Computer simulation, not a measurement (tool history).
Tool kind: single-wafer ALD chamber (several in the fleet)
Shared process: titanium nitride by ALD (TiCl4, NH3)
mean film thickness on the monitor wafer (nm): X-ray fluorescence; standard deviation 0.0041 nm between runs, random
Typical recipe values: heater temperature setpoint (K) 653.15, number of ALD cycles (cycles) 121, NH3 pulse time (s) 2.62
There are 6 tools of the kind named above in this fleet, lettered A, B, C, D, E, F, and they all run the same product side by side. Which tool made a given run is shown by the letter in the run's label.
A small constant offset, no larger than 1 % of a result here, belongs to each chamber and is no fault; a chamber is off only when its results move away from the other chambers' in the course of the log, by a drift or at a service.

run,hour,heater temperature setpoint (K),number of ALD cycles (cycles),NH3 pulse time (s),hours since the last thermocouple change,"read-back reference wafer on the same gauge, thickness_nm",mean film thickness on the monitor wafer (nm)
1B,8.8,653.15,121,2.62,962.6,2.1703,2.6618
2A,16.4,653.15,121,2.62,1328.3,2.1691,2.6307
3D,20.6,653.15,121,2.62,1189.6,2.1693,2.6245
4C,27.7,653.15,121,2.62,911.1,2.1685,2.6673
5F,33.2,653.15,121,2.62,1926.4,2.1682,2.6759
6E,38.6,653.15,121,2.62,2255.8,2.1690,2.6458
7C,45.3,653.15,135,2.62,928.7,2.1683,2.9585
8F,52.2,653.15,135,2.62,1945.4,2.1664,2.9844
9A,58.8,653.15,135,2.62,1370.7,2.1676,2.9441
10D,64.6,653.15,135,2.62,1233.6,2.1672,2.9324
# hour 71.7: chamber C: thermocouple changed; heater temperature recalibrated
11E,72.1,653.15,135,2.62,2289.3,2.1667,2.9560
12B,76.9,653.15,135,2.62,1030.7,2.1651,2.9660
13B,85.7,653.15,121,2.62,1039.5,2.1662,2.6574
14A,90.2,653.15,121,2.62,1402.1,2.1659,2.6334
15C,98.5,653.15,121,2.62,26.9,2.1656,2.6498
16E,105.8,653.15,121,2.62,2323.0,2.1646,2.6539
17D,112.0,653.15,121,2.62,1281.0,2.1646,2.6318
18F,120.2,660.15,134,2.62,2013.4,2.1637,2.9727
19C,126.8,660.15,134,2.62,55.2,2.1630,2.9428
20E,133.1,660.15,134,2.62,2350.3,2.1636,2.9392
21A,139.5,660.15,134,2.62,1451.4,2.1629,2.9204
22D,147.6,660.15,134,2.62,1316.6,2.1630,2.9274
23B,154.7,660.15,134,2.62,1108.5,2.1631,2.9485
24F,161.8,653.15,121,2.62,2055.0,2.1620,2.6701
25D,166.3,653.15,121,2.62,1335.3,2.1621,2.6254
26A,174.9,653.15,121,2.62,1486.8,2.1617,2.6303
27F,179.9,653.15,121,2.62,2073.1,2.1617,2.6690
28B,183.9,653.15,113,3.25,1137.7,2.1613,2.4948
29E,188.3,653.15,113,3.25,2405.5,2.1601,2.4987
30C,193.6,653.15,113,3.25,122.0,2.1606,2.5005
31D,199.1,653.15,113,3.25,1368.1,2.1605,2.4731
32B,207.8,653.15,113,3.25,1161.6,2.1598,2.5005
# hour 210.1: chamber E: thermocouple changed; heater temperature recalibrated
33F,214.4,653.15,113,3.25,2107.6,2.1593,2.5060
34C,222.3,653.15,121,2.62,150.7,2.1594,2.6409
# hour 225.6: chamber A: thermocouple changed; heater temperature recalibrated
35E,227.6,653.15,121,2.62,17.5,2.1586,2.6466
36A,235.3,653.15,121,2.62,9.8,2.1589,2.6253
37E,240.1,653.15,121,2.62,30.0,2.1586,2.6407
38D,247.4,653.15,121,2.62,1416.4,2.1573,2.6195
39A,253.2,653.15,121,2.62,27.7,2.1579,2.6271
40B,258.2,653.15,121,2.62,1212.0,2.1572,2.6458
41F,262.7,653.15,121,2.62,2155.9,2.1568,2.6636
42C,267.0,653.15,121,2.62,195.4,2.1569,2.6397
43F,275.2,653.15,121,2.62,2168.4,2.1559,2.6593

The same settings go to every chamber for the next run, one line per chamber below. Forecast the results for each:
44A,281.7,653.15,121,2.62,,,?
44B,281.7,653.15,121,2.62,,,?
44C,281.7,653.15,121,2.62,,,?
44D,281.7,653.15,121,2.62,,,?
44E,281.7,653.15,121,2.62,,,?
44F,281.7,653.15,121,2.62,,,?

run,mean film thickness on the monitor wafer (nm)
44A,2.6230
44B,2.6434
44C,2.6482
44D,2.6220
44E,2.6404
44F,2.6537

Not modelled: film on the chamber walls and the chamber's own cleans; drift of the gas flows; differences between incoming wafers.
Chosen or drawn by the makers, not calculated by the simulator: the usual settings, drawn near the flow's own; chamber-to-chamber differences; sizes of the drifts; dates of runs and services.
